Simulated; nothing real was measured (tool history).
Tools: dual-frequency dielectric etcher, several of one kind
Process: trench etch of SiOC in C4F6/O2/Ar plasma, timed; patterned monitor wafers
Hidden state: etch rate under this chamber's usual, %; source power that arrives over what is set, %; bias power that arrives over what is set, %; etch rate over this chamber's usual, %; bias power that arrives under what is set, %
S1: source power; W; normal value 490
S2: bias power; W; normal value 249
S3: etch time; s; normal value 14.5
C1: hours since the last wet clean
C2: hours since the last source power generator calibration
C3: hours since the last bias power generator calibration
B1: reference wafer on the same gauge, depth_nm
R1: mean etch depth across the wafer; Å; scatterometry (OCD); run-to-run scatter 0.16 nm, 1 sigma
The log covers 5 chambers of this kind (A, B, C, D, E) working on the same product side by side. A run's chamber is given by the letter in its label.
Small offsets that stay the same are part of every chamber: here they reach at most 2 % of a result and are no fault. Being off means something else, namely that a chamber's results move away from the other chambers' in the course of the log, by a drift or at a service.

{"run": "1C", "hour": 6.1, "S1": 490, "S2": 249, "S3": 14.5, "C1": 320.4, "C2": 178.9, "C3": 1097.7, "B1": 41.433, "R1": 367.32}
{"run": "2E", "hour": 13.7, "S1": 490, "S2": 249, "S3": 14.5, "C1": 239.5, "C2": 2898.9, "C3": 115.3, "B1": 41.415, "R1": 364.52}
{"run": "3A", "hour": 21.8, "S1": 490, "S2": 249, "S3": 14.5, "C1": 287.7, "C2": 3647.7, "C3": 5025.3, "B1": 41.425, "R1": 356.04}
{"run": "4D", "hour": 30.3, "S1": 490, "S2": 249, "S3": 14.5, "C1": 90.8, "C2": 1010.0, "C3": 876.7, "B1": 41.43, "R1": 362.44}
{"run": "5B", "hour": 35.7, "S1": 490, "S2": 249, "S3": 14.5, "C1": 47.4, "C2": 4341.2, "C3": 2519.5, "B1": 41.411, "R1": 364.06}
{"run": "6C", "hour": 44.0, "S1": 490, "S2": 249, "S3": 14.5, "C1": 358.3, "C2": 216.8, "C3": 1135.6, "B1": 41.406, "R1": 369.25}
{"run": "7B", "hour": 50.4, "S1": 490, "S2": 249, "S3": 14.5, "C1": 62.1, "C2": 4355.9, "C3": 2534.2, "B1": 41.359, "R1": 365.03}
{"run": "8E", "hour": 59.9, "S1": 490, "S2": 249, "S3": 14.5, "C1": 285.7, "C2": 2945.1, "C3": 161.5, "B1": 41.402, "R1": 364.05}
{"run": "9D", "hour": 67.7, "S1": 530, "S2": 249, "S3": 14.5, "C1": 128.2, "C2": 1047.4, "C3": 914.1, "B1": 41.377, "R1": 374.8}
{"run": "10A", "hour": 76.3, "S1": 530, "S2": 249, "S3": 14.5, "C1": 342.2, "C2": 3702.2, "C3": 5079.8, "B1": 41.43, "R1": 367.23}
{"run": "11B", "hour": 84.9, "S1": 530, "S2": 249, "S3": 14.5, "C1": 96.6, "C2": 4390.4, "C3": 2568.7, "B1": 41.39, "R1": 373.4}
{"run": "12E", "hour": 90.6, "S1": 530, "S2": 249, "S3": 14.5, "C1": 316.4, "C2": 2975.8, "C3": 192.2, "B1": 41.38, "R1": 375.67}
{"run": "13A", "hour": 98.3, "S1": 530, "S2": 249, "S3": 14.5, "C1": 364.2, "C2": 3724.2, "C3": 5101.8, "B1": 41.354, "R1": 366.98}
{"hour": 102.3, "done": "chamber C: wet clean of the chamber"}
{"run": "14C", "hour": 106.6, "S1": 490, "S2": 249, "S3": 14.5, "C1": 4.3, "C2": 279.4, "C3": 1198.2, "B1": 41.409, "R1": 371.59}
{"hour": 110.4, "done": "chamber E: wet clean of the chamber"}
{"run": "15D", "hour": 115.0, "S1": 490, "S2": 249, "S3": 14.5, "C1": 175.5, "C2": 1094.7, "C3": 961.4, "B1": 41.415, "R1": 360.08}
{"run": "16A", "hour": 123.7, "S1": 490, "S2": 249, "S3": 14.5, "C1": 389.6, "C2": 3749.6, "C3": 5127.2, "B1": 41.415, "R1": 355.07}
{"run": "17B", "hour": 129.9, "S1": 490, "S2": 249, "S3": 14.5, "C1": 141.6, "C2": 4435.4, "C3": 2613.7, "B1": 41.364, "R1": 364.1}
{"run": "18E", "hour": 136.7, "S1": 490, "S2": 249, "S3": 12.0, "C1": 26.3, "C2": 3021.9, "C3": 238.3, "B1": 41.4, "R1": 298.92}
{"run": "19C", "hour": 144.2, "S1": 490, "S2": 249, "S3": 12.0, "C1": 41.9, "C2": 317.0, "C3": 1235.8, "B1": 41.364, "R1": 303.17}
{"hour": 144.3, "done": "chamber A: wet clean of the chamber"}
{"run": "20D", "hour": 148.8, "S1": 490, "S2": 249, "S3": 12.0, "C1": 209.3, "C2": 1128.5, "C3": 995.2, "B1": 41.411, "R1": 299.1}
{"run": "21E", "hour": 154.6, "S1": 490, "S2": 249, "S3": 12.0, "C1": 44.2, "C2": 3039.8, "C3": 256.2, "B1": 41.425, "R1": 298.99}
{"run": "22A", "hour": 162.2, "S1": 490, "S2": 249, "S3": 12.0, "C1": 17.9, "C2": 3788.1, "C3": 5165.7, "B1": 41.394, "R1": 297.13}
{"run": "23D", "hour": 171.5, "S1": 490, "S2": 249, "S3": 14.5, "C1": 232.0, "C2": 1151.2, "C3": 1017.9, "B1": 41.41, "R1": 359.5}
{"run": "24B", "hour": 175.8, "S1": 490, "S2": 249, "S3": 12.0, "C1": 187.5, "C2": 4481.3, "C3": 2659.6, "B1": 41.416, "R1": 302.83}
{"run": "25C", "hour": 180.4, "S1": 490, "S2": 249, "S3": 12.0, "C1": 78.1, "C2": 353.2, "C3": 1272.0, "B1": 41.454, "R1": 305.79}
{"run": "26E", "hour": 188.7, "S1": 490, "S2": 249, "S3": 12.0, "C1": 78.3, "C2": 3073.9, "C3": 290.3, "B1": 41.421, "R1": 299.27}
{"run": "27D", "hour": 193.1, "S1": 490, "S2": 249, "S3": 12.0, "C1": 253.6, "C2": 1172.8, "C3": 1039.5, "B1": 41.342, "R1": 297.64}
{"run": "28B", "hour": 200.6, "S1": 490, "S2": 249, "S3": 12.0, "C1": 212.3, "C2": 4506.1, "C3": 2684.4, "B1": 41.444, "R1": 300.13}
{"run": "29C", "hour": 205.1, "S1": 380, "S2": 249, "S3": 18.5, "C1": 102.8, "C2": 377.9, "C3": 1296.7, "B1": 41.438, "R1": 425.79}
{"run": "30A", "hour": 210.3, "S1": 380, "S2": 249, "S3": 18.5, "C1": 66.0, "C2": 3836.2, "C3": 5213.8, "B1": 41.434, "R1": 415.01}
{"run": "31E", "hour": 217.4, "S1": 380, "S2": 249, "S3": 18.5, "C1": 107.0, "C2": 3102.6, "C3": 319.0, "B1": 41.42, "R1": 422.11}
{"run": "32C", "hour": 222.0, "S1": 380, "S2": 249, "S3": 18.5, "C1": 119.7, "C2": 394.8, "C3": 1313.6, "B1": 41.385, "R1": 424.96}
{"run": "33B", "hour": 228.8, "S1": 380, "S2": 249, "S3": 18.5, "C1": 240.5, "C2": 4534.3, "C3": 2712.6, "B1": 41.366, "R1": 418.51}
{"run": "34A", "hour": 237.1, "S1": 440, "S2": 249, "S3": 14.5, "C1": 92.8, "C2": 3863.0, "C3": 5240.6, "B1": 41.353, "R1": 342.9}
{"run": "35D", "hour": 244.4, "S1": 440, "S2": 249, "S3": 14.5, "C1": 304.9, "C2": 1224.1, "C3": 1090.8, "B1": 41.358, "R1": 344.56}
{"run": "36A", "hour": 252.1, "S1": 440, "S2": 249, "S3": 14.5, "C1": 107.8, "C2": 3878.0, "C3": 5255.6, "B1": 41.389, "R1": 344.68}
{"run": "37B", "hour": 259.4, "S1": 440, "S2": 249, "S3": 14.5, "C1": 271.1, "C2": 4564.9, "C3": 2743.2, "B1": 41.385, "R1": 349.29}
{"run": "38C", "hour": 268.5, "S1": 440, "S2": 249, "S3": 14.5, "C1": 166.2, "C2": 441.3, "C3": 1360.1, "B1": 41.402, "R1": 352.52}
{"run": "39E", "hour": 277.7, "S1": 490, "S2": 249, "S3": 13.0, "C1": 167.3, "C2": 3162.9, "C3": 379.3, "B1": 41.428, "R1": 323.61}
{"run": "40D", "hour": 285.3, "S1": 490, "S2": 249, "S3": 13.0, "C1": 345.8, "C2": 1265.0, "C3": 1131.7, "B1": 41.39, "R1": 322.69}
{"run": "41A", "hour": 291.4, "S1": 490, "S2": 249, "S3": 13.0, "C1": 147.1, "C2": 3917.3, "C3": 5294.9, "B1": 41.411, "R1": 321.57}
{"run": "42C", "hour": 298.4, "S1": 490, "S2": 249, "S3": 13.0, "C1": 196.1, "C2": 471.2, "C3": 1390.0, "B1": 41.402, "R1": 333.05}
{"run": "43B", "hour": 304.9, "S1": 490, "S2": 249, "S3": 13.0, "C1": 316.6, "C2": 4610.4, "C3": 2788.7, "B1": 41.389, "R1": 325.1}

Predict what each chamber gives when all 5 of them run the settings below next.
{"run": "44A", "hour": 311.9, "S1": 490, "S2": 249, "S3": 19.0, "R1": "?"}
{"run": "44B", "hour": 311.9, "S1": 490, "S2": 249, "S3": 19.0, "R1": "?"}
{"run": "44C", "hour": 311.9, "S1": 490, "S2": 249, "S3": 19.0, "R1": "?"}
{"run": "44D", "hour": 311.9, "S1": 490, "S2": 249, "S3": 19.0, "R1": "?"}
{"run": "44E", "hour": 311.9, "S1": 490, "S2": 249, "S3": 19.0, "R1": "?"}

run=44A R1=466.33
run=44B R1=477.10
run=44C R1=484.11
run=44D R1=472.71
run=44E R1=476.85

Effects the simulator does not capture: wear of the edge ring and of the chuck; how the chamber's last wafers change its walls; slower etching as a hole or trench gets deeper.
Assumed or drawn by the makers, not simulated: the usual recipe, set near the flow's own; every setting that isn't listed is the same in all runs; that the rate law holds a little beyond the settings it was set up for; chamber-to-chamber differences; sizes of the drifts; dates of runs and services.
